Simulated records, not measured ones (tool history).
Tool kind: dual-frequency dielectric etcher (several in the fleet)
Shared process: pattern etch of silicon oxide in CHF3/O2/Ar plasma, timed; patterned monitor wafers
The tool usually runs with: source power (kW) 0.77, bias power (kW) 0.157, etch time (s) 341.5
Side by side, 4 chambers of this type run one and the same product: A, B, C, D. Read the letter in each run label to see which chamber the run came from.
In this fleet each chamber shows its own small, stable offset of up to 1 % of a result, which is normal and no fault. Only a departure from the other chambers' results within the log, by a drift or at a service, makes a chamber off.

run,hour,source power (kW),bias power (kW),etch time (s),"read-back reference wafer on the same gauge, depth_nm",mean etch depth across the wafer (nm)
1A,5.9,0.77,0.157,341.5,629.92,710.51
2D,18.5,0.77,0.157,341.5,630.18,714.2
3B,29.1,0.77,0.157,341.5,630.21,713.57
# hour 31.6: chamber B: wet clean of the chamber
4C,38.1,0.77,0.157,341.5,630.35,707.42
5C,47.9,0.77,0.172,266,630.37,566.77
# hour 52.7: chamber D: wet clean of the chamber
6A,55.8,0.77,0.172,266,630.58,571.22
7B,68.5,0.77,0.172,266,630.65,572.94
8D,75.1,0.77,0.172,266,630.38,576.31
# hour 80.4: chamber C: wet clean of the chamber
9C,86,0.77,0.157,341.5,630.69,707.59
10A,97.3,0.77,0.157,341.5,630.66,710.11
# hour 99.1: chamber A: wet clean of the chamber
11D,105.5,0.77,0.157,341.5,630.98,716.12
12B,115.6,0.77,0.157,341.5,630.73,715.76
13C,128.5,0.77,0.157,341.5,630.93,707.37
14D,138.8,0.77,0.157,341.5,631.17,716.29
15A,146.8,0.77,0.157,341.5,631.23,711.9
16B,156,0.77,0.157,341.5,631.19,716.42
17B,168.6,0.77,0.157,341.5,631.28,714.65
18C,178,0.77,0.157,341.5,631.34,707.31
19D,189.7,0.77,0.157,341.5,631.5,717.94
20A,198.6,0.68,0.181,341.5,631.5,711.5
21C,205,0.68,0.181,341.5,631.61,708.89
22D,215.2,0.68,0.181,341.5,631.43,715.95
# hour 219.6: chamber D: source power generator calibrated
23B,223.9,0.68,0.181,341.5,631.6,714.79
24A,231,0.77,0.157,405.5,631.61,847.42
25C,243.4,0.77,0.157,405.5,631.7,840.83
26B,252.5,0.77,0.157,405.5,631.75,849.57
27D,261.3,0.77,0.157,405.5,631.94,852.45
28A,267.6,0.77,0.157,341.5,632.01,713.31
29A,280.5,0.77,0.157,341.5,632.13,713.79
30D,292,0.77,0.185,414.5,632.18,921.13
31B,302.8,0.77,0.185,414.5,632.31,917.3
32C,309.7,0.77,0.185,414.5,632.25,909.61
33D,320,0.77,0.185,414.5,632.36,920.66
34A,331.8,0.77,0.157,341.5,632.25,714.38
35B,338.4,0.77,0.157,341.5,632.58,715.84
36C,348.6,0.77,0.128,383,632.58,744.96
37D,354.6,0.77,0.128,383,632.66,755.66
38B,362.8,0.77,0.128,383,632.72,755.21
39A,373.7,0.77,0.128,383,632.53,754.12
40C,382.8,0.77,0.157,341.5,632.94,708.96
41B,394.9,0.77,0.157,341.5,632.9,716.34
42A,404.9,0.77,0.157,341.5,632.97,715.73
43D,410.9,0.77,0.157,341.5,632.87,718.97

Next, every chamber runs the same settings. What will each give?
44A,420.2,0.59,0.157,341.5,,?
44B,420.2,0.59,0.157,341.5,,?
44C,420.2,0.59,0.157,341.5,,?
44D,420.2,0.59,0.157,341.5,,?

run,mean etch depth across the wafer (nm)
44A,643.11
44B,647.18
44C,641.14
44D,648.33
